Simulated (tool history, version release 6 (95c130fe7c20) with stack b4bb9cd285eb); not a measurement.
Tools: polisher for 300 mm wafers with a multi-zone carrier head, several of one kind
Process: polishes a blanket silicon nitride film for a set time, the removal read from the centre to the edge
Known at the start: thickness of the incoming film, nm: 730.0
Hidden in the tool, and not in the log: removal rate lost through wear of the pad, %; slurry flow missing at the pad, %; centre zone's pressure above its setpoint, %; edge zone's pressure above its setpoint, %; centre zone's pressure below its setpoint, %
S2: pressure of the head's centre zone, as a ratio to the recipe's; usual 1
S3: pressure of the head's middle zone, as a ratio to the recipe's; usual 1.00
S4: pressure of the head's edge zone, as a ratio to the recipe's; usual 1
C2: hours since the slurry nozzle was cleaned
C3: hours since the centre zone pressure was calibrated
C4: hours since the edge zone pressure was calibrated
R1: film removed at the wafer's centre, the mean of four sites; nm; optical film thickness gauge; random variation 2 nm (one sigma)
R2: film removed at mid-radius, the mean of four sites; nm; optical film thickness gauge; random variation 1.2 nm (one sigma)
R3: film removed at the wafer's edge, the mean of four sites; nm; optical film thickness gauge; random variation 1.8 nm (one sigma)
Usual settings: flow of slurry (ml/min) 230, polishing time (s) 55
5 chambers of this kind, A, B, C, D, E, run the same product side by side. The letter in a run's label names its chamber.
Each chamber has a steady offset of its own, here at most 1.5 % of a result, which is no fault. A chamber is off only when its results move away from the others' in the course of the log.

-- hour=3.7 chamber A: worn pad replaced by a new one
run 1A hour=9.9 | flow_of_slurry_(ml/min)=230 S2=1 S3=1.00 S4=1 polishing_time_(s)=55 | wafers_polished_on_this_pad=41 C2=182.3 C3=1060.3 C4=16.3 | R1=130.96 R2=132.20 R3=137.41
-- hour=15.7 chamber B: edge zone pressure recalibrated
run 2D hour=19.3 | flow_of_slurry_(ml/min)=230 S2=1 S3=1.00 S4=1 polishing_time_(s)=55 | wafers_polished_on_this_pad=650 C2=134.5 C3=19.6 C4=119.3 | R1=133.30 R2=131.38 R3=134.03
run 3C hour=29.7 | flow_of_slurry_(ml/min)=230 S2=1 S3=1.00 S4=1 polishing_time_(s)=55 | wafers_polished_on_this_pad=423 C2=144.1 C3=423.0 C4=221.2 | R1=128.13 R2=133.67 R3=131.13
-- hour=31.9 chamber C: centre zone pressure recalibrated
-- hour=35.1 chamber B: worn pad replaced by a new one
run 4B hour=37.8 | flow_of_slurry_(ml/min)=230 S2=1 S3=1.00 S4=1 polishing_time_(s)=55 | wafers_polished_on_this_pad=18 C2=52.0 C3=1318.5 C4=22.2 | R1=136.91 R2=133.02 R3=134.02
-- hour=38.7 chamber D: worn pad replaced by a new one
-- hour=48.1 chamber E: slurry nozzle cleaned
run 5E hour=48.3 | flow_of_slurry_(ml/min)=230 S2=1 S3=1.00 S4=1 polishing_time_(s)=55 | wafers_polished_on_this_pad=514 C2=0.2 C3=103.1 C4=238.4 | R1=136.43 R2=133.65 R3=133.65
run 6D hour=57.7 | flow_of_slurry_(ml/min)=230 S2=1 S3=1.00 S4=1 polishing_time_(s)=55 | wafers_polished_on_this_pad=125 C2=172.9 C3=58.0 C4=157.7 | R1=135.67 R2=132.12 R3=130.64
run 7E hour=63.2 | flow_of_slurry_(ml/min)=230 S2=1 S3=1.00 S4=1 polishing_time_(s)=55 | wafers_polished_on_this_pad=612 C2=15.1 C3=118.0 C4=253.3 | R1=131.34 R2=132.44 R3=137.34
run 8C hour=71.1 | flow_of_slurry_(ml/min)=230 S2=1 S3=1.00 S4=1 polishing_time_(s)=55 | wafers_polished_on_this_pad=695 C2=185.5 C3=39.2 C4=262.6 | R1=133.12 R2=132.69 R3=129.80
-- hour=74.8 chamber E: edge zone pressure recalibrated
run 9A hour=79.6 | flow_of_slurry_(ml/min)=230 S2=1 S3=1.00 S4=1 polishing_time_(s)=55 | wafers_polished_on_this_pad=499 C2=252.0 C3=1130.0 C4=86.0 | R1=131.88 R2=132.71 R3=135.64
-- hour=83.5 chamber A: worn pad replaced by a new one
run 10B hour=88.1 | flow_of_slurry_(ml/min)=230 S2=1 S3=1.00 S4=1 polishing_time_(s)=55 | wafers_polished_on_this_pad=348 C2=102.3 C3=1368.8 C4=72.5 | R1=137.22 R2=133.45 R3=135.00
run 11A hour=96.5 | flow_of_slurry_(ml/min)=230 S2=1 S3=1.00 S4=1 polishing_time_(s)=55 | wafers_polished_on_this_pad=86 C2=268.9 C3=1146.9 C4=102.9 | R1=133.01 R2=132.33 R3=132.39
-- hour=97.4 chamber E: worn pad replaced by a new one
run 12D hour=106.3 | flow_of_slurry_(ml/min)=230 S2=1 S3=1.00 S4=1 polishing_time_(s)=55 | wafers_polished_on_this_pad=444 C2=221.5 C3=106.6 C4=206.3 | R1=132.09 R2=133.71 R3=133.87
run 13E hour=114.4 | flow_of_slurry_(ml/min)=230 S2=1 S3=1.00 S4=1 polishing_time_(s)=55 | wafers_polished_on_this_pad=111 C2=66.3 C3=169.2 C4=39.7 | R1=135.55 R2=132.76 R3=134.35
-- hour=123.5 chamber C: edge zone pressure recalibrated
run 14B hour=124.2 | flow_of_slurry_(ml/min)=230 S2=1 S3=1.00 S4=1 polishing_time_(s)=55 | wafers_polished_on_this_pad=585 C2=138.4 C3=1404.9 C4=108.6 | R1=135.37 R2=136.75 R3=133.07
-- hour=125.1 chamber C: worn pad replaced by a new one
run 15C hour=132.1 | flow_of_slurry_(ml/min)=230 S2=1 S3=1.00 S4=1 polishing_time_(s)=55 | wafers_polished_on_this_pad=46 C2=246.5 C3=100.2 C4=8.6 | R1=130.10 R2=128.48 R3=129.86
run 16C hour=140.3 | flow_of_slurry_(ml/min)=230 S2=1 S3=1.00 S4=1 polishing_time_(s)=55 | wafers_polished_on_this_pad=100 C2=254.7 C3=108.4 C4=16.8 | R1=133.35 R2=130.70 R3=131.30
run 17A hour=146.7 | flow_of_slurry_(ml/min)=230 S2=1 S3=1.00 S4=1 polishing_time_(s)=55 | wafers_polished_on_this_pad=415 C2=319.1 C3=1197.1 C4=153.1 | R1=128.53 R2=132.44 R3=133.02
-- hour=148.9 chamber D: slurry nozzle cleaned
-- hour=155.2 chamber D: worn pad replaced by a new one
run 18D hour=156.3 | flow_of_slurry_(ml/min)=300 S2=1 S3=1.07 S4=1 polishing_time_(s)=55 | wafers_polished_on_this_pad=7 C2=7.5 C3=156.6 C4=256.3 | R1=137.94 R2=147.66 R3=135.07
run 19E hour=162.0 | flow_of_slurry_(ml/min)=300 S2=1 S3=1.07 S4=1 polishing_time_(s)=55 | wafers_polished_on_this_pad=424 C2=113.9 C3=216.8 C4=87.3 | R1=134.31 R2=147.41 R3=134.31
-- hour=172.5 chamber A: worn pad replaced by a new one
run 20B hour=173.6 | flow_of_slurry_(ml/min)=300 S2=1 S3=1.07 S4=1 polishing_time_(s)=55 | wafers_polished_on_this_pad=910 C2=187.8 C3=1454.3 C4=158.0 | R1=139.59 R2=145.31 R3=137.42
-- hour=175.2 chamber B: centre zone pressure recalibrated
run 21D hour=179.7 | flow_of_slurry_(ml/min)=300 S2=1 S3=1.07 S4=1 polishing_time_(s)=55 | wafers_polished_on_this_pad=160 C2=30.9 C3=180.0 C4=279.7 | R1=139.45 R2=145.62 R3=137.78
run 22E hour=190.3 | flow_of_slurry_(ml/min)=300 S2=1 S3=1.07 S4=1 polishing_time_(s)=55 | wafers_polished_on_this_pad=610 C2=142.2 C3=245.1 C4=115.6 | R1=139.33 R2=145.82 R3=137.28
run 23B hour=198.6 | flow_of_slurry_(ml/min)=230 S2=1 S3=1.00 S4=1 polishing_time_(s)=55 | wafers_polished_on_this_pad=1074 C2=212.8 C3=23.4 C4=183.0 | R1=133.47 R2=134.06 R3=134.17
run 24A hour=203.9 | flow_of_slurry_(ml/min)=230 S2=1 S3=1.00 S4=1 polishing_time_(s)=55 | wafers_polished_on_this_pad=206 C2=376.3 C3=1254.3 C4=210.3 | R1=130.46 R2=131.11 R3=137.96
run 25C hour=210.4 | flow_of_slurry_(ml/min)=230 S2=1 S3=1.00 S4=1 polishing_time_(s)=55 | wafers_polished_on_this_pad=561 C2=324.8 C3=178.5 C4=86.9 | R1=125.97 R2=130.33 R3=132.18
run 26B hour=216.0 | flow_of_slurry_(ml/min)=230 S2=1 S3=1.00 S4=1 polishing_time_(s)=55 | wafers_polished_on_this_pad=1189 C2=230.2 C3=40.8 C4=200.4 | R1=133.33 R2=134.45 R3=133.22
-- hour=218.3 chamber B: worn pad replaced by a new one
-- hour=221.7 chamber E: slurry nozzle cleaned
-- hour=221.8 chamber E: worn pad replaced by a new one
run 27E hour=221.8 | flow_of_slurry_(ml/min)=230 S2=1 S3=1.00 S4=1 polishing_time_(s)=55 | wafers_polished_on_this_pad=0 C2=0.2 C3=276.6 C4=147.1 | R1=134.29 R2=131.51 R3=139.60
run 28A hour=227.5 | flow_of_slurry_(ml/min)=230 S2=1 S3=1.00 S4=1 polishing_time_(s)=55 | wafers_polished_on_this_pad=361 C2=399.9 C3=1277.9 C4=233.9 | R1=134.55 R2=131.27 R3=131.11
run 29D hour=236.7 | flow_of_slurry_(ml/min)=230 S2=1 S3=1.00 S4=1 polishing_time_(s)=55 | wafers_polished_on_this_pad=535 C2=87.9 C3=237.0 C4=336.7 | R1=131.90 R2=131.75 R3=135.42
-- hour=243.3 chamber A: worn pad replaced by a new one
run 30C hour=247.2 | flow_of_slurry_(ml/min)=230 S2=1 S3=1.00 S4=1 polishing_time_(s)=55 | wafers_polished_on_this_pad=802 C2=361.6 C3=215.3 C4=123.7 | R1=130.15 R2=126.61 R3=132.99
run 31E hour=256.3 | flow_of_slurry_(ml/min)=230 S2=1 S3=1.00 S4=1 polishing_time_(s)=55 | wafers_polished_on_this_pad=226 C2=34.7 C3=311.1 C4=181.6 | R1=133.83 R2=135.38 R3=136.29
run 32D hour=268.2 | flow_of_slurry_(ml/min)=185 S2=1 S3=1.00 S4=1 polishing_time_(s)=55 | wafers_polished_on_this_pad=742 C2=119.4 C3=268.5 C4=368.2 | R1=125.83 R2=129.78 R3=131.31
-- hour=272.3 chamber D: edge zone pressure recalibrated
-- hour=276.3 chamber C: worn pad replaced by a new one
run 33A hour=278.5 | flow_of_slurry_(ml/min)=185 S2=1 S3=1.00 S4=1 polishing_time_(s)=55 | wafers_polished_on_this_pad=231 C2=450.9 C3=1328.9 C4=284.9 | R1=126.30 R2=127.23 R3=131.81
run 34C hour=287.2 | flow_of_slurry_(ml/min)=185 S2=1 S3=1.00 S4=1 polishing_time_(s)=55 | wafers_polished_on_this_pad=71 C2=401.6 C3=255.3 C4=163.7 | R1=120.46 R2=121.73 R3=123.99
-- hour=288.6 chamber D: worn pad replaced by a new one
run 35B hour=298.5 | flow_of_slurry_(ml/min)=185 S2=1 S3=1.00 S4=1 polishing_time_(s)=55 | wafers_polished_on_this_pad=527 C2=312.7 C3=123.3 C4=282.9 | R1=133.12 R2=128.59 R3=135.18
run 36C hour=308.2 | flow_of_slurry_(ml/min)=185 S2=1 S3=1.00 S4=1 polishing_time_(s)=55 | wafers_polished_on_this_pad=209 C2=422.6 C3=276.3 C4=184.7 | R1=119.02 R2=117.91 R3=124.97
run 37A hour=314.4 | flow_of_slurry_(ml/min)=230 S2=1 S3=1.00 S4=1 polishing_time_(s)=55 | wafers_polished_on_this_pad=467 C2=486.8 C3=1364.8 C4=320.8 | R1=130.82 R2=133.96 R3=129.06
run 38E hour=324.2 | flow_of_slurry_(ml/min)=230 S2=1 S3=1.00 S4=1 polishing_time_(s)=55 | wafers_polished_on_this_pad=673 C2=102.6 C3=379.0 C4=249.5 | R1=132.17 R2=134.17 R3=134.27
run 39D hour=331.3 | flow_of_slurry_(ml/min)=230 S2=1 S3=1.00 S4=1 polishing_time_(s)=55 | wafers_polished_on_this_pad=280 C2=182.5 C3=331.6 C4=59.0 | R1=134.48 R2=134.22 R3=133.48

Is one chamber off against the others, does the gauge drift, or is nothing wrong? If a chamber is off, say which, and what the likeliest cause is.

Chamber C drifts away from the others.
Cause: slurry flow missing at the pad, % = 38.

Here are 4 candidates for chamber C's next run, each the usual settings with a change, their results left as question marks. Which one brings its results back in line with what the others give on the usual settings?
In line means no further than this from the other chambers' mean on the usual settings: R1 7.00 nm; R2 4.30 nm; R3 6.30 nm
run 40C-1 hour=340.0 | flow_of_slurry_(ml/min)=225 S2=0.98 S3=0.98 S4=1.01 polishing_time_(s)=52 | R1=? R2=? R3=?
run 40C-2 hour=340.0 | flow_of_slurry_(ml/min)=230 S2=1.01 S3=1.00 S4=1.00 polishing_time_(s)=56 | R1=? R2=? R3=?
run 40C-3 hour=340.0 | flow_of_slurry_(ml/min)=235 S2=1.02 S3=1.02 S4=0.99 polishing_time_(s)=58 | R1=? R2=? R3=?
run 40C-4 hour=340.0 | flow_of_slurry_(ml/min)=230 S2=0.99 S3=1.00 S4=1.00 polishing_time_(s)=54 | R1=? R2=? R3=?

The other chambers' mean on the usual settings: R1 133.78 nm; R2 133.37 nm; R3 133.85 nm
run=40C-1 R1=111.54 R2=113.47 R3=119.16
run=40C-2 R1=124.87 R2=125.04 R3=128.03
run=40C-3 R1=131.41 R2=132.46 R3=132.27
run=40C-4 R1=117.76 R2=120.59 R3=123.45
40C-3 brings the chamber back in line.

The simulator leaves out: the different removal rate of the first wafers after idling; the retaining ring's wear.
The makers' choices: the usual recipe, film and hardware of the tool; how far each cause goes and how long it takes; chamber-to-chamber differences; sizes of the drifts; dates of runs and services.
